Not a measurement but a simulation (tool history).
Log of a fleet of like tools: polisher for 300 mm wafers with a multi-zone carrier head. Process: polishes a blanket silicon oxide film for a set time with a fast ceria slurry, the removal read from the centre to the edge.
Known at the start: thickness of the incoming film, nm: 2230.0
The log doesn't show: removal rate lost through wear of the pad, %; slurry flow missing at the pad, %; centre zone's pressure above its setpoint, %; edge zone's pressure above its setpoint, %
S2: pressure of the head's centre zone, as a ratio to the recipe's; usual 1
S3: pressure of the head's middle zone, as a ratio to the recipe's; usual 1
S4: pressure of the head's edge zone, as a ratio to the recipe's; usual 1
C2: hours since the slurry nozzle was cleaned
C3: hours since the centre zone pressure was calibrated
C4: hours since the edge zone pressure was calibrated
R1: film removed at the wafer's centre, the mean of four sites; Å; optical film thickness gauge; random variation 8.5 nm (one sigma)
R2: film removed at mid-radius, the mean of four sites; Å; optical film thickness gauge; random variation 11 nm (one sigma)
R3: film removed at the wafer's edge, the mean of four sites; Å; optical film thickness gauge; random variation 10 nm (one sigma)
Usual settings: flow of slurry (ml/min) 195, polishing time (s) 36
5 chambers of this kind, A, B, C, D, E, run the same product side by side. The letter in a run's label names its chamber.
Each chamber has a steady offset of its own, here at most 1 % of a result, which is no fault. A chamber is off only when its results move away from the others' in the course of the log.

{"hour": 10.5, "done": "chamber D: worn pad replaced by a new one"}
{"run": "1E", "hour": 14.7, "flow of slurry (ml/min)": 195, "S2": 1, "S3": 1, "S4": 1, "polishing time (s)": 36, "wafers polished on this pad": 1102, "C2": 229.8, "C3": 335.5, "C4": 590.3, "R1": 8494.6, "R2": 8686.7, "R3": 8747.2}
{"hour": 24.0, "done": "chamber C: worn pad replaced by a new one"}
{"run": "2B", "hour": 26.8, "flow of slurry (ml/min)": 195, "S2": 1, "S3": 1, "S4": 1, "polishing time (s)": 36, "wafers polished on this pad": 474, "C2": 668.2, "C3": 355.3, "C4": 415.2, "R1": 8593.3, "R2": 8618.3, "R3": 8609.5}
{"hour": 30.1, "done": "chamber B: slurry nozzle cleaned"}
{"run": "3D", "hour": 34.7, "flow of slurry (ml/min)": 195, "S2": 1, "S3": 1, "S4": 1, "polishing time (s)": 36, "wafers polished on this pad": 362, "C2": 146.5, "C3": 366.3, "C4": 50.1, "R1": 8561.5, "R2": 8752.1, "R3": 8374.3}
{"run": "4C", "hour": 43.7, "flow of slurry (ml/min)": 195, "S2": 1, "S3": 1, "S4": 1, "polishing time (s)": 36, "wafers polished on this pad": 296, "C2": 500.5, "C3": 136.2, "C4": 154.6, "R1": 8430.7, "R2": 8647.7, "R3": 8658.1}
{"hour": 46.2, "done": "chamber E: worn pad replaced by a new one"}
{"run": "5A", "hour": 53.7, "flow of slurry (ml/min)": 195, "S2": 1, "S3": 1, "S4": 1, "polishing time (s)": 36, "wafers polished on this pad": 827, "C2": 206, "C3": 673.3, "C4": 354.5, "R1": 8501, "R2": 8654.1, "R3": 8768.1}
{"hour": 58.4, "done": "chamber E: centre zone pressure recalibrated"}
{"run": "6E", "hour": 66.0, "flow of slurry (ml/min)": 195, "S2": 1, "S3": 1.04, "S4": 0.91, "polishing time (s)": 36, "wafers polished on this pad": 296, "C2": 281.1, "C3": 7.6, "C4": 641.6, "R1": 8537.6, "R2": 8852.6, "R3": 8046.1}
{"run": "7C", "hour": 73.3, "flow of slurry (ml/min)": 195, "S2": 1, "S3": 1.04, "S4": 0.91, "polishing time (s)": 36, "wafers polished on this pad": 740, "C2": 530.1, "C3": 165.8, "C4": 184.2, "R1": 8574.5, "R2": 9196.4, "R3": 8302}
{"hour": 86.6, "done": "chamber A: worn pad replaced by a new one"}
{"run": "8B", "hour": 86.8, "flow of slurry (ml/min)": 195, "S2": 1, "S3": 1.04, "S4": 0.91, "polishing time (s)": 36, "wafers polished on this pad": 1374, "C2": 56.7, "C3": 415.3, "C4": 475.2, "R1": 8679.1, "R2": 9146.4, "R3": 8281.9}
{"hour": 90.4, "done": "chamber B: worn pad replaced by a new one"}
{"run": "9A", "hour": 101.9, "flow of slurry (ml/min)": 195, "S2": 1, "S3": 1.04, "S4": 0.91, "polishing time (s)": 36, "wafers polished on this pad": 230, "C2": 254.2, "C3": 721.5, "C4": 402.7, "R1": 8524.2, "R2": 8874.1, "R3": 8091.9}
{"hour": 109.4, "done": "chamber D: worn pad replaced by a new one"}
{"run": "10D", "hour": 109.4, "flow of slurry (ml/min)": 195, "S2": 1, "S3": 1.04, "S4": 0.91, "polishing time (s)": 36, "wafers polished on this pad": 0, "C2": 221.2, "C3": 441, "C4": 124.8, "R1": 8470.8, "R2": 9074.2, "R3": 8028.3}
{"run": "11B", "hour": 121.2, "flow of slurry (ml/min)": 195, "S2": 1, "S3": 1, "S4": 1, "polishing time (s)": 36, "wafers polished on this pad": 462, "C2": 91.1, "C3": 449.7, "C4": 509.6, "R1": 8515.4, "R2": 8376.7, "R3": 8583.2}
{"hour": 126.4, "done": "chamber C: worn pad replaced by a new one"}
{"run": "12E", "hour": 128.6, "flow of slurry (ml/min)": 195, "S2": 1, "S3": 1, "S4": 1, "polishing time (s)": 36, "wafers polished on this pad": 1235, "C2": 343.7, "C3": 70.2, "C4": 704.2, "R1": 8539.6, "R2": 8674.1, "R3": 8613.1}
{"hour": 134.5, "done": "chamber E: worn pad replaced by a new one"}
{"run": "13D", "hour": 141.6, "flow of slurry (ml/min)": 195, "S2": 1, "S3": 1, "S4": 1, "polishing time (s)": 36, "wafers polished on this pad": 483, "C2": 253.4, "C3": 473.2, "C4": 157, "R1": 8515.4, "R2": 8407, "R3": 8446.6}
{"hour": 150.2, "done": "chamber E: edge zone pressure recalibrated"}
{"run": "14A", "hour": 155.2, "flow of slurry (ml/min)": 195, "S2": 1, "S3": 1, "S4": 1, "polishing time (s)": 36, "wafers polished on this pad": 1029, "C2": 307.5, "C3": 774.8, "C4": 456, "R1": 8241.2, "R2": 8399.5, "R3": 8493.7}
{"run": "15C", "hour": 162.7, "flow of slurry (ml/min)": 195, "S2": 1, "S3": 1, "S4": 1, "polishing time (s)": 36, "wafers polished on this pad": 545, "C2": 619.5, "C3": 255.2, "C4": 273.6, "R1": 8542.8, "R2": 8672.6, "R3": 8633.2}
{"run": "16B", "hour": 173.8, "flow of slurry (ml/min)": 195, "S2": 1, "S3": 1, "S4": 1, "polishing time (s)": 36, "wafers polished on this pad": 1250, "C2": 143.7, "C3": 502.3, "C4": 562.2, "R1": 8751.5, "R2": 8477, "R3": 8571.7}
{"hour": 180.5, "done": "chamber A: worn pad replaced by a new one"}
{"hour": 185.5, "done": "chamber B: worn pad replaced by a new one"}
{"hour": 188.1, "done": "chamber E: slurry nozzle cleaned"}
{"run": "17E", "hour": 188.7, "flow of slurry (ml/min)": 195, "S2": 1, "S3": 1, "S4": 1, "polishing time (s)": 36, "wafers polished on this pad": 813, "C2": 0.7, "C3": 130.3, "C4": 38.6, "R1": 8630.9, "R2": 8683.3, "R3": 8632.9}
{"hour": 191.2, "done": "chamber D: worn pad replaced by a new one"}
{"hour": 191.4, "done": "chamber C: slurry nozzle cleaned"}
{"run": "18A", "hour": 195.3, "flow of slurry (ml/min)": 195, "S2": 1, "S3": 1, "S4": 1, "polishing time (s)": 36, "wafers polished on this pad": 222, "C2": 347.6, "C3": 814.9, "C4": 496.1, "R1": 8333.6, "R2": 8539.2, "R3": 8442.5}
{"run": "19C", "hour": 206.4, "flow of slurry (ml/min)": 195, "S2": 1, "S3": 1, "S4": 1, "polishing time (s)": 36, "wafers polished on this pad": 1200, "C2": 15, "C3": 298.9, "C4": 317.3, "R1": 8710.2, "R2": 8791.9, "R3": 8687.5}
{"hour": 215.9, "done": "chamber C: worn pad replaced by a new one"}
{"run": "20D", "hour": 220.5, "flow of slurry (ml/min)": 195, "S2": 1, "S3": 1.05, "S4": 1, "polishing time (s)": 28, "wafers polished on this pad": 440, "C2": 332.3, "C3": 552.1, "C4": 235.9, "R1": 6683.8, "R2": 7025.9, "R3": 6705.7}
{"run": "21A", "hour": 227.2, "flow of slurry (ml/min)": 195, "S2": 1, "S3": 1.05, "S4": 1, "polishing time (s)": 28, "wafers polished on this pad": 700, "C2": 379.5, "C3": 846.8, "C4": 528, "R1": 6357.1, "R2": 6733.4, "R3": 6618}
{"hour": 230.9, "done": "chamber E: worn pad replaced by a new one"}
{"run": "22E", "hour": 237.5, "flow of slurry (ml/min)": 195, "S2": 1, "S3": 1.05, "S4": 1, "polishing time (s)": 28, "wafers polished on this pad": 99, "C2": 49.5, "C3": 179.1, "C4": 87.4, "R1": 6812.4, "R2": 7069, "R3": 6726.7}
{"run": "23C", "hour": 245.6, "flow of slurry (ml/min)": 195, "S2": 1, "S3": 1.05, "S4": 1, "polishing time (s)": 28, "wafers polished on this pad": 445, "C2": 54.2, "C3": 338.1, "C4": 356.5, "R1": 6678.5, "R2": 7120, "R3": 6595.4}
{"hour": 254.6, "done": "chamber C: centre zone pressure recalibrated"}
{"run": "24B", "hour": 260.2, "flow of slurry (ml/min)": 195, "S2": 1, "S3": 1.05, "S4": 1, "polishing time (s)": 28, "wafers polished on this pad": 1121, "C2": 230.1, "C3": 588.7, "C4": 648.6, "R1": 6631.3, "R2": 6924.7, "R3": 6662.2}
{"hour": 265.0, "done": "chamber A: worn pad replaced by a new one"}
{"hour": 268.4, "done": "chamber B: worn pad replaced by a new one"}
{"run": "25D", "hour": 274.6, "flow of slurry (ml/min)": 195, "S2": 1, "S3": 1, "S4": 1, "polishing time (s)": 36, "wafers polished on this pad": 1251, "C2": 386.4, "C3": 606.2, "C4": 290, "R1": 8564.2, "R2": 8476.3, "R3": 8612.5}
{"hour": 281.2, "done": "chamber D: worn pad replaced by a new one"}
{"run": "26C", "hour": 285.2, "flow of slurry (ml/min)": 195, "S2": 1, "S3": 1, "S4": 1, "polishing time (s)": 36, "wafers polished on this pad": 1039, "C2": 93.8, "C3": 30.6, "C4": 396.1, "R1": 8513.7, "R2": 8971.6, "R3": 8786.4}
{"hour": 287.9, "done": "chamber A: edge zone pressure recalibrated"}
{"run": "27B", "hour": 298.1, "flow of slurry (ml/min)": 195, "S2": 1, "S3": 1, "S4": 1, "polishing time (s)": 36, "wafers polished on this pad": 446, "C2": 268, "C3": 626.6, "C4": 686.5, "R1": 8525.5, "R2": 8637.9, "R3": 8592.5}
{"run": "28E", "hour": 307.4, "flow of slurry (ml/min)": 195, "S2": 1, "S3": 1, "S4": 1, "polishing time (s)": 36, "wafers polished on this pad": 1146, "C2": 119.4, "C3": 249, "C4": 157.3, "R1": 8575.3, "R2": 8576.2, "R3": 8702.7}
{"hour": 313.2, "done": "chamber C: worn pad replaced by a new one"}
{"run": "29D", "hour": 322.0, "flow of slurry (ml/min)": 195, "S2": 1, "S3": 1, "S4": 1, "polishing time (s)": 36, "wafers polished on this pad": 612, "C2": 433.8, "C3": 653.6, "C4": 337.4, "R1": 8351.3, "R2": 8621.9, "R3": 8555.2}
{"run": "30A", "hour": 330.7, "flow of slurry (ml/min)": 195, "S2": 1, "S3": 1, "S4": 1, "polishing time (s)": 36, "wafers polished on this pad": 985, "C2": 483, "C3": 950.3, "C4": 42.9, "R1": 8048.3, "R2": 8288.9, "R3": 8317.8}
{"hour": 337.9, "done": "chamber E: worn pad replaced by a new one"}
{"run": "31C", "hour": 344.8, "flow of slurry (ml/min)": 195, "S2": 1, "S3": 1, "S4": 1, "polishing time (s)": 36, "wafers polished on this pad": 474, "C2": 153.4, "C3": 90.2, "C4": 455.7, "R1": 8584.3, "R2": 8706.1, "R3": 8652}
{"hour": 349.7, "done": "chamber B: worn pad replaced by a new one"}
{"run": "32B", "hour": 358.2, "flow of slurry (ml/min)": 195, "S2": 1, "S3": 1, "S4": 1, "polishing time (s)": 36, "wafers polished on this pad": 127, "C2": 328.1, "C3": 686.7, "C4": 746.6, "R1": 8561.9, "R2": 8620.8, "R3": 8721.4}
{"hour": 361.6, "done": "chamber D: worn pad replaced by a new one"}
{"run": "33E", "hour": 365.8, "flow of slurry (ml/min)": 195, "S2": 1, "S3": 1, "S4": 1, "polishing time (s)": 36, "wafers polished on this pad": 418, "C2": 177.8, "C3": 307.4, "C4": 215.7, "R1": 8645.6, "R2": 8495.8, "R3": 8624}
{"hour": 372.8, "done": "chamber A: worn pad replaced by a new one"}
{"run": "34A", "hour": 377.3, "flow of slurry (ml/min)": 195, "S2": 1, "S3": 1, "S4": 1, "polishing time (s)": 36, "wafers polished on this pad": 67, "C2": 529.6, "C3": 996.9, "C4": 89.5, "R1": 8020.8, "R2": 8100.4, "R3": 8530.7}
{"run": "35D", "hour": 385.9, "flow of slurry (ml/min)": 195, "S2": 1, "S3": 1, "S4": 1, "polishing time (s)": 36, "wafers polished on this pad": 364, "C2": 497.7, "C3": 717.5, "C4": 401.3, "R1": 8404.8, "R2": 8725.3, "R3": 8396.4}
{"run": "36D", "hour": 393.5, "flow of slurry (ml/min)": 195, "S2": 0.89, "S3": 1, "S4": 1, "polishing time (s)": 43, "wafers polished on this pad": 478, "C2": 505.3, "C3": 725.1, "C4": 408.9, "R1": 8997.5, "R2": 10261, "R3": 10019}
{"run": "37A", "hour": 402.9, "flow of slurry (ml/min)": 195, "S2": 0.89, "S3": 1, "S4": 1, "polishing time (s)": 43, "wafers polished on this pad": 451, "C2": 555.2, "C3": 1022.5, "C4": 115.1, "R1": 8432.9, "R2": 9557.7, "R3": 9910.9}
{"hour": 407.7, "done": "chamber C: worn pad replaced by a new one"}
{"run": "38C", "hour": 416.8, "flow of slurry (ml/min)": 195, "S2": 0.89, "S3": 1, "S4": 1, "polishing time (s)": 43, "wafers polished on this pad": 137, "C2": 225.4, "C3": 162.2, "C4": 527.7, "R1": 9004.3, "R2": 10236, "R3": 10266}
{"hour": 424.1, "done": "chamber E: worn pad replaced by a new one"}
{"run": "39E", "hour": 430.2, "flow of slurry (ml/min)": 195, "S2": 0.89, "S3": 1, "S4": 1, "polishing time (s)": 43, "wafers polished on this pad": 92, "C2": 242.2, "C3": 371.8, "C4": 280.1, "R1": 8859.4, "R2": 10329, "R3": 10161}
{"hour": 443.5, "done": "chamber D: edge zone pressure recalibrated"}
{"run": "40B", "hour": 445.3, "flow of slurry (ml/min)": 195, "S2": 0.89, "S3": 1, "S4": 1, "polishing time (s)": 43, "wafers polished on this pad": 1433, "C2": 415.2, "C3": 773.8, "C4": 833.7, "R1": 9197.5, "R2": 10324, "R3": 10339}
{"hour": 453.6, "done": "chamber D: worn pad replaced by a new one"}
{"run": "41A", "hour": 456.0, "flow of slurry (ml/min)": 195, "S2": 1, "S3": 1, "S4": 1, "polishing time (s)": 36, "wafers polished on this pad": 1247, "C2": 608.3, "C3": 1075.6, "C4": 168.2, "R1": 7886.4, "R2": 7931, "R3": 8035.4}
{"run": "42D", "hour": 470.8, "flow of slurry (ml/min)": 195, "S2": 1, "S3": 1, "S4": 1, "polishing time (s)": 36, "wafers polished on this pad": 258, "C2": 582.6, "C3": 802.4, "C4": 27.4, "R1": 8504.2, "R2": 8588.3, "R3": 8483.9}

All 5 chambers run these settings next. Forecast each chamber's results:
{"run": "43A", "hour": 481.7, "flow of slurry (ml/min)": 195, "S2": 1, "S3": 1, "S4": 1, "polishing time (s)": 36, "R1": "?", "R2": "?", "R3": "?"}
{"run": "43B", "hour": 481.7, "flow of slurry (ml/min)": 195, "S2": 1, "S3": 1, "S4": 1, "polishing time (s)": 36, "R1": "?", "R2": "?", "R3": "?"}
{"run": "43C", "hour": 481.7, "flow of slurry (ml/min)": 195, "S2": 1, "S3": 1, "S4": 1, "polishing time (s)": 36, "R1": "?", "R2": "?", "R3": "?"}
{"run": "43D", "hour": 481.7, "flow of slurry (ml/min)": 195, "S2": 1, "S3": 1, "S4": 1, "polishing time (s)": 36, "R1": "?", "R2": "?", "R3": "?"}
{"run": "43E", "hour": 481.7, "flow of slurry (ml/min)": 195, "S2": 1, "S3": 1, "S4": 1, "polishing time (s)": 36, "R1": "?", "R2": "?", "R3": "?"}

run=43A R1=7608.6 R2=7803.5 R3=8160.8
run=43B R1=8550.8 R2=8513.4 R3=8776
run=43C R1=8498.7 R2=8745.3 R3=8676.4
run=43D R1=8466.5 R2=8621.3 R3=8487.8
run=43E R1=8530.2 R2=8419.7 R3=8677
